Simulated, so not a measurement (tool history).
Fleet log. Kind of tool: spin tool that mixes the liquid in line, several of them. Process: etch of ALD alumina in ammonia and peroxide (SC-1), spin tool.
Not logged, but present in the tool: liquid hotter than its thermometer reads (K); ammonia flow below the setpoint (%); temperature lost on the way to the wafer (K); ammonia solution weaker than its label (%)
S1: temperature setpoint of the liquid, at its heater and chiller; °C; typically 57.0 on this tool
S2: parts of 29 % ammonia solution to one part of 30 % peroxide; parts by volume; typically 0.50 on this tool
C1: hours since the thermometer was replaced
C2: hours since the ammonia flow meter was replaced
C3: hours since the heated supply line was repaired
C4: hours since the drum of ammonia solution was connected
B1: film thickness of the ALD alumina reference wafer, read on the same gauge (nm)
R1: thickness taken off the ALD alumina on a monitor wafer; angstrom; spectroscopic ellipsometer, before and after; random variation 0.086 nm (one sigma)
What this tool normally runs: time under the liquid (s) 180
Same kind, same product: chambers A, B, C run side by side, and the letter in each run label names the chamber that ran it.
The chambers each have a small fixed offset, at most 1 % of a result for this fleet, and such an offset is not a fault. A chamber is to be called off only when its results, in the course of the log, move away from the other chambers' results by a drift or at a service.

{"run": "1A", "day": 0.425, "S1": 57.0, "S2": 0.5, "time under the liquid (s)": 180, "C1": 324.7, "C2": 1529.2, "C3": 1394.7, "C4": 11.0, "B1": 130.0, "R1": 96.194}
{"run": "2B", "day": 0.904, "S1": 57.0, "S2": 0.5, "time under the liquid (s)": 180, "C1": 358.1, "C2": 1016.1, "C3": 375.8, "C4": 908.1, "B1": 130.0, "R1": 96.69}
{"run": "3C", "day": 1.371, "S1": 57.0, "S2": 0.5, "time under the liquid (s)": 180, "C1": 586.1, "C2": 422.8, "C3": 2851.3, "C4": 515.9, "B1": 129.99, "R1": 96.092}
{"run": "4B", "day": 1.746, "S1": 57.0, "S2": 0.5, "time under the liquid (s)": 180, "C1": 378.3, "C2": 1036.3, "C3": 396.0, "C4": 928.3, "B1": 130.01, "R1": 95.906}
{"run": "5C", "day": 1.971, "S1": 57.0, "S2": 0.5, "time under the liquid (s)": 180, "C1": 600.5, "C2": 437.2, "C3": 2865.7, "C4": 530.3, "B1": 130.01, "R1": 95.788}
{"run": "6A", "day": 2.462, "S1": 52.0, "S2": 0.5, "time under the liquid (s)": 290, "C1": 373.6, "C2": 1578.1, "C3": 1443.6, "C4": 59.9, "B1": 130.0, "R1": 119.78}
{"run": "7A", "day": 2.946, "S1": 52.0, "S2": 0.5, "time under the liquid (s)": 290, "C1": 385.2, "C2": 1589.7, "C3": 1455.2, "C4": 71.5, "B1": 130.0, "R1": 120.6}
{"run": "8B", "day": 3.2, "S1": 52.0, "S2": 0.5, "time under the liquid (s)": 290, "C1": 413.2, "C2": 1071.2, "C3": 430.9, "C4": 963.2, "B1": 130.01, "R1": 119.02}
{"run": "9C", "day": 3.442, "S1": 57.0, "S2": 0.5, "time under the liquid (s)": 180, "C1": 635.8, "C2": 472.5, "C3": 2901.0, "C4": 565.6, "B1": 129.99, "R1": 96.844}
{"run": "10A", "day": 3.929, "S1": 57.0, "S2": 0.5, "time under the liquid (s)": 180, "C1": 408.8, "C2": 1613.3, "C3": 1478.8, "C4": 95.1, "B1": 130.0, "R1": 96.497}
{"run": "11C", "day": 4.25, "S1": 57.0, "S2": 0.5, "time under the liquid (s)": 180, "C1": 655.2, "C2": 491.9, "C3": 2920.4, "C4": 585.0, "B1": 129.99, "R1": 97.872}
{"run": "12B", "day": 4.638, "S1": 57.0, "S2": 0.5, "time under the liquid (s)": 180, "C1": 447.7, "C2": 1105.7, "C3": 465.4, "C4": 997.7, "B1": 130.01, "R1": 96.419}
{"day": 4.671, "done": "chamber B: new drum of ammonia solution connected"}
{"run": "13B", "day": 5.029, "S1": 57.0, "S2": 0.5, "time under the liquid (s)": 180, "C1": 457.1, "C2": 1115.1, "C3": 474.8, "C4": 8.7, "B1": 130.01, "R1": 96.972}
{"run": "14A", "day": 5.258, "S1": 60.5, "S2": 0.5, "time under the liquid (s)": 270, "C1": 440.7, "C2": 1645.2, "C3": 1510.7, "C4": 127.0, "B1": 130.0, "R1": 170.15}
{"run": "15C", "day": 5.638, "S1": 60.5, "S2": 0.5, "time under the liquid (s)": 270, "C1": 688.5, "C2": 525.2, "C3": 2953.7, "C4": 618.3, "B1": 130.01, "R1": 170.58}
{"run": "16A", "day": 5.971, "S1": 60.5, "S2": 0.5, "time under the liquid (s)": 270, "C1": 457.8, "C2": 1662.3, "C3": 1527.8, "C4": 144.1, "B1": 129.99, "R1": 169.17}
{"run": "17C", "day": 6.238, "S1": 57.0, "S2": 0.65, "time under the liquid (s)": 90, "C1": 702.9, "C2": 539.6, "C3": 2968.1, "C4": 632.7, "B1": 129.99, "R1": 49.415}
{"run": "18B", "day": 6.6, "S1": 57.0, "S2": 0.65, "time under the liquid (s)": 90, "C1": 494.8, "C2": 1152.8, "C3": 512.5, "C4": 46.4, "B1": 130.01, "R1": 49.132}
{"run": "19A", "day": 6.921, "S1": 57.0, "S2": 0.65, "time under the liquid (s)": 90, "C1": 480.6, "C2": 1685.1, "C3": 1550.6, "C4": 166.9, "B1": 129.98, "R1": 47.586}
{"run": "20C", "day": 7.212, "S1": 57.0, "S2": 0.5, "time under the liquid (s)": 180, "C1": 726.3, "C2": 563.0, "C3": 2991.5, "C4": 656.1, "B1": 129.98, "R1": 96.036}
{"run": "21B", "day": 7.717, "S1": 57.0, "S2": 0.5, "time under the liquid (s)": 180, "C1": 521.6, "C2": 1179.6, "C3": 539.3, "C4": 73.2, "B1": 130.0, "R1": 96.816}
{"run": "22B", "day": 7.979, "S1": 57.0, "S2": 0.5, "time under the liquid (s)": 180, "C1": 527.9, "C2": 1185.9, "C3": 545.6, "C4": 79.5, "B1": 130.01, "R1": 94.636}
{"run": "23C", "day": 8.238, "S1": 57.0, "S2": 0.5, "time under the liquid (s)": 180, "C1": 750.9, "C2": 587.6, "C3": 3016.1, "C4": 680.7, "B1": 130.01, "R1": 97.583}
{"run": "24A", "day": 8.562, "S1": 57.0, "S2": 0.5, "time under the liquid (s)": 180, "C1": 520.0, "C2": 1724.5, "C3": 1590.0, "C4": 206.3, "B1": 130.0, "R1": 92.734}
{"run": "25C", "day": 8.958, "S1": 57.0, "S2": 0.5, "time under the liquid (s)": 180, "C1": 768.2, "C2": 604.9, "C3": 3033.4, "C4": 698.0, "B1": 130.01, "R1": 98.154}
{"run": "26A", "day": 9.342, "S1": 57.0, "S2": 0.5, "time under the liquid (s)": 180, "C1": 538.7, "C2": 1743.2, "C3": 1608.7, "C4": 225.0, "B1": 130.01, "R1": 93.129}
{"run": "27B", "day": 9.642, "S1": 57.0, "S2": 0.5, "time under the liquid (s)": 180, "C1": 567.8, "C2": 1225.8, "C3": 585.5, "C4": 119.4, "B1": 129.98, "R1": 96.906}
{"run": "28B", "day": 10.083, "S1": 57.0, "S2": 0.5, "time under the liquid (s)": 180, "C1": 578.4, "C2": 1236.4, "C3": 596.1, "C4": 130.0, "B1": 129.99, "R1": 97.216}
{"run": "29A", "day": 10.421, "S1": 57.0, "S2": 0.5, "time under the liquid (s)": 180, "C1": 564.6, "C2": 1769.1, "C3": 1634.6, "C4": 250.9, "B1": 129.98, "R1": 88.486}
{"run": "30C", "day": 10.825, "S1": 57.0, "S2": 0.5, "time under the liquid (s)": 180, "C1": 813.0, "C2": 649.7, "C3": 3078.2, "C4": 742.8, "B1": 130.0, "R1": 97.602}
{"run": "31A", "day": 11.05, "S1": 48.5, "S2": 0.5, "time under the liquid (s)": 220, "C1": 579.7, "C2": 1784.2, "C3": 1649.7, "C4": 266.0, "B1": 130.0, "R1": 69.916}
{"run": "32B", "day": 11.333, "S1": 48.5, "S2": 0.5, "time under the liquid (s)": 220, "C1": 608.4, "C2": 1266.4, "C3": 626.1, "C4": 160.0, "B1": 129.99, "R1": 73.984}
{"run": "33C", "day": 11.588, "S1": 48.5, "S2": 0.5, "time under the liquid (s)": 220, "C1": 831.3, "C2": 668.0, "C3": 3096.5, "C4": 761.1, "B1": 130.02, "R1": 74.365}
{"run": "34A", "day": 12.038, "S1": 57.0, "S2": 0.5, "time under the liquid (s)": 180, "C1": 603.4, "C2": 1807.9, "C3": 1673.4, "C4": 289.7, "B1": 129.98, "R1": 89.404}
{"run": "35B", "day": 12.354, "S1": 57.0, "S2": 0.5, "time under the liquid (s)": 180, "C1": 632.9, "C2": 1290.9, "C3": 650.6, "C4": 184.5, "B1": 129.99, "R1": 96.601}
{"run": "36C", "day": 12.658, "S1": 57.0, "S2": 0.5, "time under the liquid (s)": 180, "C1": 857.0, "C2": 693.7, "C3": 3122.2, "C4": 786.8, "B1": 130.02, "R1": 96.664}
{"run": "37B", "day": 12.938, "S1": 57.0, "S2": 0.5, "time under the liquid (s)": 180, "C1": 646.9, "C2": 1304.9, "C3": 664.6, "C4": 198.5, "B1": 129.98, "R1": 97.862}

All chambers now run identical settings, listed one chamber a line with results as question marks. What results will each chamber show?
{"run": "38A", "day": 13.3, "S1": 57.0, "S2": 0.5, "time under the liquid (s)": 245, "R1": "?"}
{"run": "38B", "day": 13.3, "S1": 57.0, "S2": 0.5, "time under the liquid (s)": 245, "R1": "?"}
{"run": "38C", "day": 13.3, "S1": 57.0, "S2": 0.5, "time under the liquid (s)": 245, "R1": "?"}

run=38A R1=120.780
run=38B R1=132.500
run=38C R1=131.620

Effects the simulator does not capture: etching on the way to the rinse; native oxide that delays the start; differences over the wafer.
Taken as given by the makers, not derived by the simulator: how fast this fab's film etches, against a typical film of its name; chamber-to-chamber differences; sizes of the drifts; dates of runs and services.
